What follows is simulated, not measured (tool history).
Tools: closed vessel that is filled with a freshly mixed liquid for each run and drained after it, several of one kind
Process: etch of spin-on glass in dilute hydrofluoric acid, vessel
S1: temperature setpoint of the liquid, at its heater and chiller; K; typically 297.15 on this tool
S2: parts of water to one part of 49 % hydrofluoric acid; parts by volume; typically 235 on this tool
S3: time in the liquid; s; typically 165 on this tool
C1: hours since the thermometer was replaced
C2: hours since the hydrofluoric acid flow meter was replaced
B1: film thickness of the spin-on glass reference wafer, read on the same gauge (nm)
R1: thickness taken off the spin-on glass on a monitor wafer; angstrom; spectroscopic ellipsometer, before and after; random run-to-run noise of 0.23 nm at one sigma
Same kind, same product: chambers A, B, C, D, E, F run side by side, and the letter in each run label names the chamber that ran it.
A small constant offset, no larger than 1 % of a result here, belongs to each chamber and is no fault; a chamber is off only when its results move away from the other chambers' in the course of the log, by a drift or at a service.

run   hour      S1   S2   S3      C1      C2      B1      R1
 1E    4.4  297.15  235  165   423.5  1538.0  59.987  347.70
 2B   10.0  297.15  235  165   187.1   460.7  60.008  351.56
 3C   16.5  297.15  235  165   416.0   512.5  60.007  345.96
 4D   20.9  297.15  235  165  1731.8  1412.0  59.966  347.98
 5F   26.7  297.15  235  165    94.6  1440.5  60.040  350.54
 6A   30.6  297.15  310  210   456.8  1315.3  59.996  310.65
 7E   37.6  297.15  310  210   456.7  1571.2  59.983  312.36
 8D   41.9  297.15  310  210  1752.8  1433.0  59.997  311.45
 9F   47.1  297.15  310  210   115.0  1460.9  60.009  312.27
10C   50.4  297.15  310  210   449.9   546.4  60.003  308.63
11B   56.7  297.15  310  210   233.8   507.4  59.981  313.66
12A   62.3  293.65  345  165   488.5  1347.0  60.015  186.01
13B   68.4  293.65  345  165   245.5   519.1  59.997  191.06
14E   71.6  293.65  345  165   490.7  1605.2  59.993  187.14
15A   75.9  293.65  345  165   502.1  1360.6  60.010  187.51
16D   82.5  293.65  345  165  1793.4  1473.6  60.015  191.85
17F   89.6  293.65  345  165   157.5  1503.4  60.006  188.50
18C   93.2  297.15  315  165   492.7   589.2  60.008  239.51
19D   96.2  297.15  315  165  1807.1  1487.3  60.009  242.38
20F  102.3  297.15  315  165   170.2  1516.1  60.004  239.78
21B  109.3  297.15  315  165   286.4   560.0  59.974  242.50
22E  114.1  297.15  315  165   533.2  1647.7  60.013  235.96
23A  118.2  297.15  315  165   544.4  1402.9  60.008  240.01
24C  123.6  297.15  235  165   523.1   619.6  59.996  344.96
25A  128.7  297.15  235  165   554.9  1413.4  59.972  347.09
26E  135.3  297.15  235  165   554.4  1668.9  60.004  339.87
     136.3  -- chamber E: hydrofluoric acid flow meter replaced
27B  139.3  297.15  235  165   316.4   590.0  59.975  349.82
28D  142.4  297.15  235  165  1853.3  1533.5  60.026  352.72
29C  148.6  297.15  235  165   548.1   644.6  60.027  341.50
30F  153.1  297.15  235  165   221.0  1566.9  59.994  349.63
31A  157.8  297.15  235  165   584.0  1442.5  60.004  348.67
32E  163.1  297.15  235  165   582.2    26.9  59.972  337.14
33B  167.7  297.15  235  165   344.8   618.4  60.021  349.08
34C  171.4  297.15  235  165   570.9   667.4  60.015  347.82
35F  175.6  297.15  235  165   243.5  1589.4  59.989  353.78
36D  180.2  297.15  235  165  1891.1  1571.3  59.972  347.00
37E  185.9  297.15  235  165   605.0    49.7  59.998  331.83
38A  189.8  297.15  235  165   616.0  1474.5  60.014  351.21
     193.4  -- chamber D: hydrofluoric acid flow meter replaced
39B  193.6  297.15  235  165   370.7   644.3  59.978  352.01
40F  198.0  297.15  235  165   265.9  1611.8  60.004  351.24
41C  204.0  297.15  185  165   603.5   700.0  59.993  460.22
42D  211.0  297.15  185  165  1921.9    17.6  60.019  471.55

Read the log: is a single chamber off, either drifting away or since a service, is the gauge that measures every chamber drifting, or is nothing wrong beyond small per-chamber offsets? Name any odd chamber and what most likely caused it.

One chamber, E, drifts off from the rest bit by bit.
Likeliest cause: liquid colder than its thermometer reads (K) = 1.2.

Below are 4 candidate recipes for chamber E's next run, each the usual settings with a change, their results shown as question marks. Which of them brings E's results back in line with what the other chambers give on the usual settings?
Counts as in line when no further than this from what the other chambers average on the usual settings: R1 8.20 angstrom
43E-1  216.0  297.15  230  170               ?
43E-2  216.0  297.15  245  165               ?
43E-3  216.0  299.65  235  165               ?
43E-4  216.0  297.15  235  150               ?

On the usual settings, the other chambers give on average: R1 349.06 angstrom
  run      R1
43E-1  351.21
43E-2  314.86
43E-3  363.71
43E-4  301.66
43E-1 is the one that brings the chamber's results back in line with the other chambers.
